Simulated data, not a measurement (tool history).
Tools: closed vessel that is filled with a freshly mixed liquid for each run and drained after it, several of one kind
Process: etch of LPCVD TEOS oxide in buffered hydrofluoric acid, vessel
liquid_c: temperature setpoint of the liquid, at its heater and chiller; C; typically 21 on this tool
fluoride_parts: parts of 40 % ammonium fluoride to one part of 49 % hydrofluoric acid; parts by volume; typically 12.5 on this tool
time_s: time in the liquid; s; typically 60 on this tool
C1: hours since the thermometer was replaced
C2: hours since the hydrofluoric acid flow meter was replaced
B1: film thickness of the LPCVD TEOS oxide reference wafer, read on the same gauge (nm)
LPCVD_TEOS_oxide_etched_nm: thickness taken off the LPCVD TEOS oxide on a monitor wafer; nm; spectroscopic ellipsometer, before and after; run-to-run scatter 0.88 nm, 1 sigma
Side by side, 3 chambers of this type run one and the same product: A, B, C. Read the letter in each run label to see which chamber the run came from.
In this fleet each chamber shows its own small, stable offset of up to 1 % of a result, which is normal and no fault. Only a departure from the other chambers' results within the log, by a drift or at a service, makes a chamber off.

{"run": "1B", "day": 0.458, "liquid_c": 21, "fluoride_parts": 12.5, "time_s": 60, "C1": 950.1, "C2": 238.2, "B1": 130.03, "LPCVD_TEOS_oxide_etched_nm": 137.76}
{"run": "2C", "day": 0.821, "liquid_c": 21, "fluoride_parts": 12.5, "time_s": 60, "C1": 62.9, "C2": 623.4, "B1": 129.99, "LPCVD_TEOS_oxide_etched_nm": 138.13}
{"run": "3A", "day": 1.062, "liquid_c": 21, "fluoride_parts": 12.5, "time_s": 60, "C1": 673.3, "C2": 838, "B1": 129.99, "LPCVD_TEOS_oxide_etched_nm": 135.47}
{"run": "4B", "day": 1.275, "liquid_c": 21, "fluoride_parts": 12.5, "time_s": 60, "C1": 969.7, "C2": 257.8, "B1": 129.99, "LPCVD_TEOS_oxide_etched_nm": 137.52}
{"run": "5C", "day": 1.575, "liquid_c": 21, "fluoride_parts": 12.5, "time_s": 60, "C1": 81, "C2": 641.5, "B1": 130.01, "LPCVD_TEOS_oxide_etched_nm": 135.58}
{"run": "6A", "day": 1.912, "liquid_c": 25.5, "fluoride_parts": 12.5, "time_s": 60, "C1": 693.7, "C2": 858.4, "B1": 129.98, "LPCVD_TEOS_oxide_etched_nm": 174.1}
{"run": "7A", "day": 2.392, "liquid_c": 25.5, "fluoride_parts": 12.5, "time_s": 60, "C1": 705.2, "C2": 869.9, "B1": 130.02, "LPCVD_TEOS_oxide_etched_nm": 175.06}
{"run": "8B", "day": 2.629, "liquid_c": 25.5, "fluoride_parts": 12.5, "time_s": 60, "C1": 1002.2, "C2": 290.3, "B1": 130.02, "LPCVD_TEOS_oxide_etched_nm": 175.78}
{"run": "9C", "day": 3.021, "liquid_c": 21, "fluoride_parts": 12.5, "time_s": 60, "C1": 115.7, "C2": 676.2, "B1": 129.97, "LPCVD_TEOS_oxide_etched_nm": 136.77}
{"run": "10C", "day": 3.333, "liquid_c": 21, "fluoride_parts": 12.5, "time_s": 60, "C1": 123.2, "C2": 683.7, "B1": 130.05, "LPCVD_TEOS_oxide_etched_nm": 137.85}
{"run": "11B", "day": 3.762, "liquid_c": 21, "fluoride_parts": 12.5, "time_s": 60, "C1": 1029.4, "C2": 317.5, "B1": 130, "LPCVD_TEOS_oxide_etched_nm": 137.24}
{"run": "12A", "day": 4.179, "liquid_c": 21, "fluoride_parts": 12.5, "time_s": 60, "C1": 748.1, "C2": 912.8, "B1": 130.01, "LPCVD_TEOS_oxide_etched_nm": 136.85}
{"run": "13C", "day": 4.562, "liquid_c": 21, "fluoride_parts": 12.5, "time_s": 60, "C1": 152.7, "C2": 713.2, "B1": 130.02, "LPCVD_TEOS_oxide_etched_nm": 138.04}
{"run": "14A", "day": 4.854, "liquid_c": 21, "fluoride_parts": 12.5, "time_s": 60, "C1": 764.3, "C2": 929, "B1": 130, "LPCVD_TEOS_oxide_etched_nm": 137.4}
{"run": "15B", "day": 5.242, "liquid_c": 21, "fluoride_parts": 12.5, "time_s": 60, "C1": 1064.9, "C2": 353, "B1": 129.98, "LPCVD_TEOS_oxide_etched_nm": 137.33}
{"run": "16C", "day": 5.45, "liquid_c": 21, "fluoride_parts": 12.5, "time_s": 60, "C1": 174, "C2": 734.5, "B1": 130.03, "LPCVD_TEOS_oxide_etched_nm": 140.45}
{"run": "17A", "day": 5.917, "liquid_c": 23, "fluoride_parts": 12.5, "time_s": 45, "C1": 789.8, "C2": 954.5, "B1": 130.05, "LPCVD_TEOS_oxide_etched_nm": 114.39}
{"run": "18B", "day": 6.238, "liquid_c": 23, "fluoride_parts": 12.5, "time_s": 45, "C1": 1088.8, "C2": 376.9, "B1": 130.02, "LPCVD_TEOS_oxide_etched_nm": 116.66}
{"run": "19B", "day": 6.629, "liquid_c": 23, "fluoride_parts": 12.5, "time_s": 45, "C1": 1098.2, "C2": 386.3, "B1": 129.98, "LPCVD_TEOS_oxide_etched_nm": 115.58}
{"run": "20A", "day": 6.958, "liquid_c": 21, "fluoride_parts": 12.5, "time_s": 60, "C1": 814.8, "C2": 979.5, "B1": 130.02, "LPCVD_TEOS_oxide_etched_nm": 135.32}
{"run": "21C", "day": 7.254, "liquid_c": 21, "fluoride_parts": 12.5, "time_s": 60, "C1": 217.3, "C2": 777.8, "B1": 129.97, "LPCVD_TEOS_oxide_etched_nm": 137.09}
{"run": "22A", "day": 7.646, "liquid_c": 24.5, "fluoride_parts": 12.5, "time_s": 75, "C1": 831.3, "C2": 996, "B1": 130.03, "LPCVD_TEOS_oxide_etched_nm": 205.44}
{"run": "23C", "day": 7.862, "liquid_c": 24.5, "fluoride_parts": 12.5, "time_s": 75, "C1": 231.9, "C2": 792.4, "B1": 129.99, "LPCVD_TEOS_oxide_etched_nm": 210.32}
{"run": "24B", "day": 8.3, "liquid_c": 24.5, "fluoride_parts": 12.5, "time_s": 75, "C1": 1138.3, "C2": 426.4, "B1": 129.99, "LPCVD_TEOS_oxide_etched_nm": 209.27}
{"run": "25C", "day": 8.733, "liquid_c": 21, "fluoride_parts": 15.5, "time_s": 45, "C1": 252.8, "C2": 813.3, "B1": 130.01, "LPCVD_TEOS_oxide_etched_nm": 83.943}
{"run": "26A", "day": 9.112, "liquid_c": 21, "fluoride_parts": 15.5, "time_s": 45, "C1": 866.5, "C2": 1031.2, "B1": 130.02, "LPCVD_TEOS_oxide_etched_nm": 82.897}
{"run": "27B", "day": 9.508, "liquid_c": 21, "fluoride_parts": 15.5, "time_s": 45, "C1": 1167.3, "C2": 455.4, "B1": 129.99, "LPCVD_TEOS_oxide_etched_nm": 83.042}
{"run": "28B", "day": 9.942, "liquid_c": 21, "fluoride_parts": 12.5, "time_s": 60, "C1": 1177.7, "C2": 465.8, "B1": 130.03, "LPCVD_TEOS_oxide_etched_nm": 139.56}

Decide between three cases: one chamber stands off from its peers, the gauge reading all wafers drifts, or nothing is wrong past each chamber's small offset. Where a chamber is off, say which and what most likely put it there.

All chambers stay in line apart from their small fixed offsets, and the gauge does not drift.

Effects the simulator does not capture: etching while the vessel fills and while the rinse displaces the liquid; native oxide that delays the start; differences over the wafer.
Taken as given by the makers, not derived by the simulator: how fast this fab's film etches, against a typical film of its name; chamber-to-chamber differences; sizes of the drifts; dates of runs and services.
